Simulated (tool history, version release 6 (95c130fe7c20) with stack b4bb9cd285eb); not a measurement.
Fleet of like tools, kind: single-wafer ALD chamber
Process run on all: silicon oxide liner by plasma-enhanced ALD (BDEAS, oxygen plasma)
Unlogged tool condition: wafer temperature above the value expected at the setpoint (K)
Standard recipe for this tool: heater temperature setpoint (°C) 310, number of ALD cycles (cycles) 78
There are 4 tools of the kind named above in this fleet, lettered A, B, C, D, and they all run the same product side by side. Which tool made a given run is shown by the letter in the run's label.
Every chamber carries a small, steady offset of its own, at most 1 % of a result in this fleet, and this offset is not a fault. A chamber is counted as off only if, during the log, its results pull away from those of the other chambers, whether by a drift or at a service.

run,hour,heater temperature setpoint (°C),number of ALD cycles (cycles),hours since the last thermocouple change,"read-back reference wafer on the same gauge, thickness_nm",mean film thickness on the monitor wafer (nm)
1D,6.6,310,78,122.9,6.5800,7.1418
2C,17.8,310,78,232.8,6.5797,7.1066
3B,26.7,310,78,145.5,6.5797,7.1505
4A,39.7,310,78,341.1,6.5848,7.1082
5B,49.2,310,78,168.0,6.5785,7.1769
6C,58.7,310,78,273.7,6.5816,7.1180
7A,68.2,317,78,369.6,6.5786,7.0239
8D,79.6,317,78,195.9,6.5815,7.0973
9B,89.2,317,78,208.0,6.5795,7.1242
10D,101.5,317,78,217.8,6.5749,7.0826
11A,113.5,301,78,414.9,6.5845,7.1619
12C,121.7,301,78,336.7,6.5878,7.2005
13B,128.4,301,78,247.2,6.5796,7.3047
14A,140.3,301,78,441.7,6.5822,7.2073
15D,148.7,310,78,265.0,6.5872,7.1545
16C,157.2,310,78,372.2,6.5713,7.0946
17B,164.6,310,78,283.4,6.5807,7.2160
18D,175.2,310,78,291.5,6.5701,7.1274
19A,187.0,310,78,488.4,6.5831,7.0870
20C,194.6,310,78,409.6,6.5841,7.1040
21D,202.7,310,78,319.0,6.5844,7.1755
22B,215.3,310,78,334.1,6.5793,7.1162
23A,227.1,310,78,528.5,6.5814,7.1044
24C,234.8,310,78,449.8,6.5781,7.1259
25D,240.8,302,65,357.1,6.5809,6.0720
26B,251.7,302,65,370.5,6.5763,6.0246
27C,264.3,302,65,479.3,6.5776,6.0212
28A,274.5,302,65,575.9,6.5870,5.9984
29C,286.6,310,78,501.6,6.5770,7.1567
30B,297.2,310,87,416.0,6.5849,8.0465
31A,307.2,310,87,608.6,6.5823,7.8295
32D,318.4,310,87,434.7,6.5806,7.9702
33B,329.4,310,87,448.2,6.5752,7.9502
34A,340.4,310,78,641.8,6.5839,7.1075
35C,351.5,310,78,566.5,6.5714,7.1424
36D,363.3,310,78,479.6,6.5866,7.0791

Does one chamber stand apart from the rest, does the shared gauge drift, or is all well apart from small per-chamber offsets? Give the chamber and the most likely cause, where there is one.

Beyond each chamber's small constant offset nothing stands out, and the gauge stays steady.
